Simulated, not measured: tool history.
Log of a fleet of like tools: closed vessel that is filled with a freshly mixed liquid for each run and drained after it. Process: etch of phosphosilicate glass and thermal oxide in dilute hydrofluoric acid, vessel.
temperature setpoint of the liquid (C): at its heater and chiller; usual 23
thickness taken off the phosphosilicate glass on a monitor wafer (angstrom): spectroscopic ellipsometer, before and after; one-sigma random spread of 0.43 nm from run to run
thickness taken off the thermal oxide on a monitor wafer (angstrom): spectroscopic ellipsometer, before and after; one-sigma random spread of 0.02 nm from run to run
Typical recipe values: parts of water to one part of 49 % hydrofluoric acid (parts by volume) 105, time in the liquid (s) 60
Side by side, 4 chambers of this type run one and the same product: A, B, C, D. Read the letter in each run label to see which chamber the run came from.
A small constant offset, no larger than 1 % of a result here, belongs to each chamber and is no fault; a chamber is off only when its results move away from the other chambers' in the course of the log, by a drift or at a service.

run,hour,temperature setpoint of the liquid (C),parts of water to one part of 49 % hydrofluoric acid (parts by volume),time in the liquid (s),"read-back film thickness of the phosphosilicate glass reference wafer, read on the same gauge (nm)","read-back film thickness of the thermal oxide reference wafer, read on the same gauge (nm)",thickness taken off the phosphosilicate glass on a monitor wafer (angstrom),thickness taken off the thermal oxide on a monitor wafer (angstrom)
1A,8.9,23,105,60,100,80.011,928.2,25.093
2C,13.2,23,105,60,100.02,79.998,924.6,25.512
3B,22.7,23,105,60,100.02,80.001,926.41,24.926
4D,32.4,23,105,60,99.987,79.998,919.93,25.438
5D,41.5,23,105,60,100,80.003,921.92,25.116
6A,49,23,105,60,100,80.001,932.77,25.26
7B,53.4,23,105,60,100,79.994,924.34,24.853
8C,61.4,23,105,60,100.01,80.013,929.43,25.929
9A,70.6,23,105,60,100.01,79.988,937.68,25.278
10B,76.3,23,105,60,100,80.009,922.47,25.03
11D,82.2,23,105,60,100.01,79.986,918.45,25.36
12C,89.8,23,105,60,100,80.016,929.16,25.431
13C,96.9,23,105,60,99.989,80.011,912.95,25.545
14A,105.9,23,105,60,100.02,80.004,929.61,24.746
15D,111.6,23,105,60,100.02,79.999,918.27,24.899
16B,118.4,23,105,60,100.02,80.016,914.6,25.025
17A,126.3,23,105,60,99.984,79.997,929.72,25.412
18D,133.2,23,105,60,100.02,80.008,925.09,25.286
19C,143,23,105,60,99.984,79.998,915.55,25.524
20B,149.6,19.5,105,60,100.01,79.997,802.52,22.122
21B,155.3,19.5,105,60,99.996,79.986,795.12,22.005
22C,160.6,19.5,105,60,100.02,80.008,798.19,22.175
23A,164.9,19.5,105,60,100.01,80.002,802.08,22.073
24D,174.2,23,145,60,99.989,79.967,640.48,17.563
25D,180.9,23,145,60,100.03,79.976,639.26,17.321
26C,187.5,23,145,60,99.996,80.004,638.41,17.69
27B,194.9,23,145,60,99.992,79.975,635.04,17.516
28A,199.9,23,105,60,99.973,79.998,928.07,25.625
29A,206.2,23,105,60,100.01,80.011,929.71,25.235
30B,215.2,23,105,60,100.01,79.989,924.63,25.493

Next, every chamber runs the same settings. What will each give?
31A,222.2,23,155,60,,,?,?
31B,222.2,23,155,60,,,?,?
31C,222.2,23,155,60,,,?,?
31D,222.2,23,155,60,,,?,?

run,thickness taken off the phosphosilicate glass on a monitor wafer (angstrom),thickness taken off the thermal oxide on a monitor wafer (angstrom)
31A,594.33,16.135
31B,587,16.226
31C,585.14,16.217
31D,593.97,15.936
